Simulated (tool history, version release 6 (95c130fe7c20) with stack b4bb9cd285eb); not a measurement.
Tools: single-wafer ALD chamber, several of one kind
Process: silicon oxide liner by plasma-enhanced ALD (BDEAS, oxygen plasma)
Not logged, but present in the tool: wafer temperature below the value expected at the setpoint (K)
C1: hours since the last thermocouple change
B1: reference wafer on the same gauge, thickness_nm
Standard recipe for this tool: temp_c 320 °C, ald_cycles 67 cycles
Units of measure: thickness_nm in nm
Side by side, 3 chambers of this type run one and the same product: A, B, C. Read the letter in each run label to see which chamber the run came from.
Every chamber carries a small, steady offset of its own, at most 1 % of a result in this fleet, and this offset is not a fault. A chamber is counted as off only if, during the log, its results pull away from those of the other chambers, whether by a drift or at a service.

{"run": "1A", "hour": 5.8, "temp_c": 320, "ald_cycles": 67, "C1": 1759.1, "B1": 5.4086, "thickness_nm": 6.0014}
{"run": "2C", "hour": 10.4, "temp_c": 320, "ald_cycles": 67, "C1": 40.4, "B1": 5.4144, "thickness_nm": 6.045}
{"run": "3B", "hour": 14.2, "temp_c": 320, "ald_cycles": 67, "C1": 1133.3, "B1": 5.4136, "thickness_nm": 6.0641}
{"run": "4B", "hour": 18.3, "temp_c": 320, "ald_cycles": 67, "C1": 1137.4, "B1": 5.4149, "thickness_nm": 6.0367}
{"run": "5A", "hour": 21.2, "temp_c": 320, "ald_cycles": 67, "C1": 1774.5, "B1": 5.4174, "thickness_nm": 5.9992}
{"run": "6C", "hour": 24.4, "temp_c": 320, "ald_cycles": 67, "C1": 54.4, "B1": 5.4131, "thickness_nm": 6.0425}
{"run": "7C", "hour": 27.3, "temp_c": 320, "ald_cycles": 67, "C1": 57.3, "B1": 5.415, "thickness_nm": 6.0487}
{"run": "8A", "hour": 33.5, "temp_c": 320, "ald_cycles": 67, "C1": 1786.8, "B1": 5.4159, "thickness_nm": 6.0138}
{"run": "9B", "hour": 37.6, "temp_c": 320, "ald_cycles": 67, "C1": 1156.7, "B1": 5.4166, "thickness_nm": 6.0407}
{"run": "10C", "hour": 41.6, "temp_c": 320, "ald_cycles": 74, "C1": 71.6, "B1": 5.4148, "thickness_nm": 6.6879}
{"run": "11A", "hour": 46.6, "temp_c": 320, "ald_cycles": 74, "C1": 1799.9, "B1": 5.4213, "thickness_nm": 6.6338}
{"run": "12B", "hour": 52.6, "temp_c": 320, "ald_cycles": 74, "C1": 1171.7, "B1": 5.4207, "thickness_nm": 6.6829}
{"run": "13C", "hour": 56.5, "temp_c": 320, "ald_cycles": 67, "C1": 86.5, "B1": 5.4207, "thickness_nm": 6.0744}
{"run": "14B", "hour": 60.9, "temp_c": 320, "ald_cycles": 67, "C1": 1180.0, "B1": 5.423, "thickness_nm": 6.0655}
{"run": "15A", "hour": 67.1, "temp_c": 320, "ald_cycles": 67, "C1": 1820.4, "B1": 5.4244, "thickness_nm": 6.023}
{"run": "16B", "hour": 72.4, "temp_c": 320, "ald_cycles": 67, "C1": 1191.5, "B1": 5.426, "thickness_nm": 6.0574}
{"run": "17A", "hour": 77.2, "temp_c": 320, "ald_cycles": 67, "C1": 1830.5, "B1": 5.4273, "thickness_nm": 6.0205}
{"run": "18C", "hour": 82.4, "temp_c": 320, "ald_cycles": 67, "C1": 112.4, "B1": 5.4262, "thickness_nm": 6.0676}
{"run": "19C", "hour": 86.0, "temp_c": 320, "ald_cycles": 67, "C1": 116.0, "B1": 5.4274, "thickness_nm": 6.0736}
{"run": "20A", "hour": 89.0, "temp_c": 320, "ald_cycles": 67, "C1": 1842.3, "B1": 5.4254, "thickness_nm": 6.0161}
{"run": "21B", "hour": 93.9, "temp_c": 320, "ald_cycles": 67, "C1": 1213.0, "B1": 5.4297, "thickness_nm": 6.0676}
{"run": "22A", "hour": 99.3, "temp_c": 308, "ald_cycles": 61, "C1": 1852.6, "B1": 5.4306, "thickness_nm": 5.5815}
{"run": "23C", "hour": 103.8, "temp_c": 308, "ald_cycles": 61, "C1": 133.8, "B1": 5.4306, "thickness_nm": 5.6423}
{"run": "24B", "hour": 108.4, "temp_c": 308, "ald_cycles": 61, "C1": 1227.5, "B1": 5.4325, "thickness_nm": 5.607}
{"run": "25A", "hour": 114.9, "temp_c": 320, "ald_cycles": 67, "C1": 1868.2, "B1": 5.4322, "thickness_nm": 6.0244}
{"run": "26B", "hour": 121.1, "temp_c": 320, "ald_cycles": 67, "C1": 1240.2, "B1": 5.4356, "thickness_nm": 6.0568}
{"run": "27C", "hour": 124.5, "temp_c": 320, "ald_cycles": 67, "C1": 154.5, "B1": 5.4373, "thickness_nm": 6.0665}
{"run": "28C", "hour": 129.4, "temp_c": 320, "ald_cycles": 67, "C1": 159.4, "B1": 5.4347, "thickness_nm": 6.0723}
{"run": "29B", "hour": 134.4, "temp_c": 320, "ald_cycles": 67, "C1": 1253.5, "B1": 5.4366, "thickness_nm": 6.057}
{"run": "30A", "hour": 137.5, "temp_c": 326, "ald_cycles": 61, "C1": 1890.8, "B1": 5.4375, "thickness_nm": 5.4489}
{"run": "31B", "hour": 140.4, "temp_c": 326, "ald_cycles": 61, "C1": 1259.5, "B1": 5.4407, "thickness_nm": 5.476}
{"run": "32C", "hour": 146.7, "temp_c": 326, "ald_cycles": 61, "C1": 176.7, "B1": 5.4403, "thickness_nm": 5.4903}
{"run": "33A", "hour": 149.5, "temp_c": 333, "ald_cycles": 67, "C1": 1902.8, "B1": 5.4427, "thickness_nm": 5.917}
{"run": "34B", "hour": 153.8, "temp_c": 333, "ald_cycles": 67, "C1": 1272.9, "B1": 5.4401, "thickness_nm": 5.9633}
{"run": "35C", "hour": 158.6, "temp_c": 333, "ald_cycles": 67, "C1": 188.6, "B1": 5.4407, "thickness_nm": 6.0024}
{"run": "36A", "hour": 163.0, "temp_c": 326, "ald_cycles": 78, "C1": 1916.3, "B1": 5.4425, "thickness_nm": 6.952}
{"run": "37B", "hour": 166.3, "temp_c": 326, "ald_cycles": 78, "C1": 1285.4, "B1": 5.4423, "thickness_nm": 7.0311}
{"run": "38A", "hour": 172.2, "temp_c": 326, "ald_cycles": 78, "C1": 1925.5, "B1": 5.4476, "thickness_nm": 6.9722}
{"run": "39C", "hour": 177.5, "temp_c": 320, "ald_cycles": 67, "C1": 207.5, "B1": 5.4474, "thickness_nm": 6.0757}
{"run": "40A", "hour": 180.6, "temp_c": 320, "ald_cycles": 67, "C1": 1933.9, "B1": 5.4464, "thickness_nm": 6.0357}

Each of the 3 chambers runs these same settings next. Fill in every chamber's results:
{"run": "41A", "hour": 185.3, "temp_c": 320, "ald_cycles": 67, "thickness_nm": "?"}
{"run": "41B", "hour": 185.3, "temp_c": 320, "ald_cycles": 67, "thickness_nm": "?"}
{"run": "41C", "hour": 185.3, "temp_c": 320, "ald_cycles": 67, "thickness_nm": "?"}

run=41A thickness_nm=6.0526
run=41B thickness_nm=6.0608
run=41C thickness_nm=6.0836
